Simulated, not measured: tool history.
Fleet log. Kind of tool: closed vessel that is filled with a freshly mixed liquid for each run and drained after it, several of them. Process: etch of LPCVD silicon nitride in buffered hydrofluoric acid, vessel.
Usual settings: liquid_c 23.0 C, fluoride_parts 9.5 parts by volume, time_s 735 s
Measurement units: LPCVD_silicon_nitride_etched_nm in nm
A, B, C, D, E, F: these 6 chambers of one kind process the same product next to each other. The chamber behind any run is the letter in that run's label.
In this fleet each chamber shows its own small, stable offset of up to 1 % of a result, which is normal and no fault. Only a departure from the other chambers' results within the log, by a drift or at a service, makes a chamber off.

run   hour  liquid_c  fluoride_parts  time_s  hours since the thermometer was replaced  hours since the hydrofluoric acid flow meter was replaced  read-back film thickness of the LPCVD silicon nitride reference wafer, read on the same gauge (nm)  LPCVD_silicon_nitride_etched_nm
 1A    5.6      23.0             9.5     735                                     328.2                                                      392.8                                                                                              49.995                          10.9770
 2F   12.5      23.0             9.5     735                                     127.4                                                      121.8                                                                                              49.985                          10.7690
 3D   19.5      23.0             9.5     735                                    1282.5                                                      211.5                                                                                              49.963                          10.7540
 4E   25.6      23.0             9.5     735                                     910.9                                                      284.1                                                                                              50.009                          10.8690
 5C   32.0      23.0             7.5     895                                     603.4                                                     1040.0                                                                                              49.977                          16.3880
 6B   39.3      23.0             7.5     895                                     466.6                                                     1272.6                                                                                              50.010                          16.7470
 7F   45.9      23.0             7.5     895                                     160.8                                                      155.2                                                                                              50.004                          16.5100
 8A   51.6      23.0             7.5     895                                     374.2                                                      438.8                                                                                              50.004                          16.8020
 9D   54.9      23.0             7.5     895                                    1317.9                                                      246.9                                                                                              50.001                          16.4940
10E   62.6      23.0             7.5     895                                     947.9                                                      321.1                                                                                              49.989                          16.5460
11B   66.6      23.0             9.5     735                                     493.9                                                     1299.9                                                                                              49.983                          10.6420
12C   73.2      23.0             9.5     735                                     644.6                                                     1081.2                                                                                              50.018                          10.7010
13B   78.2      23.0             9.5     735                                     505.5                                                     1311.5                                                                                              50.016                          10.9610
14A   84.1      23.0             9.5     735                                     406.7                                                      471.3                                                                                              49.963                          10.7740
15E   90.2      18.5             9.5     735                                     975.5                                                      348.7                                                                                              50.017                           8.4837
16F   96.4      18.5             9.5     735                                     211.3                                                      205.7                                                                                              49.998                           8.3859
17C  102.7      18.5             9.5     735                                     674.1                                                     1110.7                                                                                              49.984                           8.3567
18D  110.1      18.5             9.5     735                                    1373.1                                                      302.1                                                                                              50.007                           8.3738
19C  114.0      18.5             9.5     735                                     685.4                                                     1122.0                                                                                              50.025                           8.3206
20B  120.3      18.5             9.5     735                                     547.6                                                     1353.6                                                                                              50.012                           8.4176
21F  127.4      23.0             9.5     735                                     242.3                                                      236.7                                                                                              49.996                          10.7730
22E  131.6      25.0             9.5     735                                    1016.9                                                      390.1                                                                                              49.989                          12.0150
23A  137.5      25.0             9.5     735                                     460.1                                                      524.7                                                                                              50.018                          11.6920
24D  145.2      25.0             9.5     735                                    1408.2                                                      337.2                                                                                              50.014                          12.0240
25D  148.7      25.0             9.5     735                                    1411.7                                                      340.7                                                                                              50.061                          11.9480
26A  153.2      25.0             9.5     735                                     475.8                                                      540.4                                                                                              49.985                          11.5810
27E  157.6      25.0             9.5     735                                    1042.9                                                      416.1                                                                                              49.980                          12.1290
28F  163.8      23.0             9.5     735                                     278.7                                                      273.1                                                                                              50.004                          10.7170
29B  167.7      23.0             6.0     735                                     595.0                                                     1401.0                                                                                              50.006                          16.7060
30C  171.5      23.0             6.0     735                                     742.9                                                     1179.5                                                                                              50.015                          16.5180
31A  176.9      23.0             6.0     735                                     499.5                                                      564.1                                                                                              50.010                          16.1050
32E  181.8      23.0             6.0     735                                    1067.1                                                      440.3                                                                                              50.003                          16.6410
33D  185.3      23.0             6.0     735                                    1448.3                                                      377.3                                                                                              50.003                          16.6300
34F  190.5      23.0             6.0     735                                     305.4                                                      299.8                                                                                              50.031                          16.5780
35B  196.1      26.0             9.5     735                                     623.4                                                     1429.4                                                                                              49.997                          12.7520
36C  202.9      26.0             9.5     735                                     774.3                                                     1210.9                                                                                              50.002                          12.6860

One chamber off, gauge drift, or nothing amiss beyond the chambers' own small offsets? If it is a chamber, which one, and what is the likeliest cause?

Little by little, chamber A moves away from the other chambers.
Most likely cause: liquid colder than its thermometer reads (K) = 1.37.
The log might look much the same if the cause were instead: hydrofluoric acid flow below the setpoint (%).

Below are 4 candidate recipes for chamber A's next run, each the usual settings with a change, their results shown as question marks. Which of them brings A's results back in line with what the other chambers give on the usual settings?
Counts as in line when no further than this from what the other chambers average on the usual settings: LPCVD_silicon_nitride_etched_nm 0.2600 nm
37A-1  208.4      23.0             9.5     695                                                                                                                                                                                                                                         ?
37A-2  208.4      21.0             9.5     735                                                                                                                                                                                                                                         ?
37A-3  208.4      23.0             8.5     735                                                                                                                                                                                                                                         ?
37A-4  208.4      23.0             9.5     780                                                                                                                                                                                                                                         ?

What the other chambers average on the usual settings: LPCVD_silicon_nitride_etched_nm 10.7800 nm
  run  LPCVD_silicon_nitride_etched_nm
37A-1                           9.5914
37A-2                           9.0683
37A-3                          11.1920
37A-4                          10.7640
Change 37A-4 lands the chamber within the allowed miss of the other chambers.
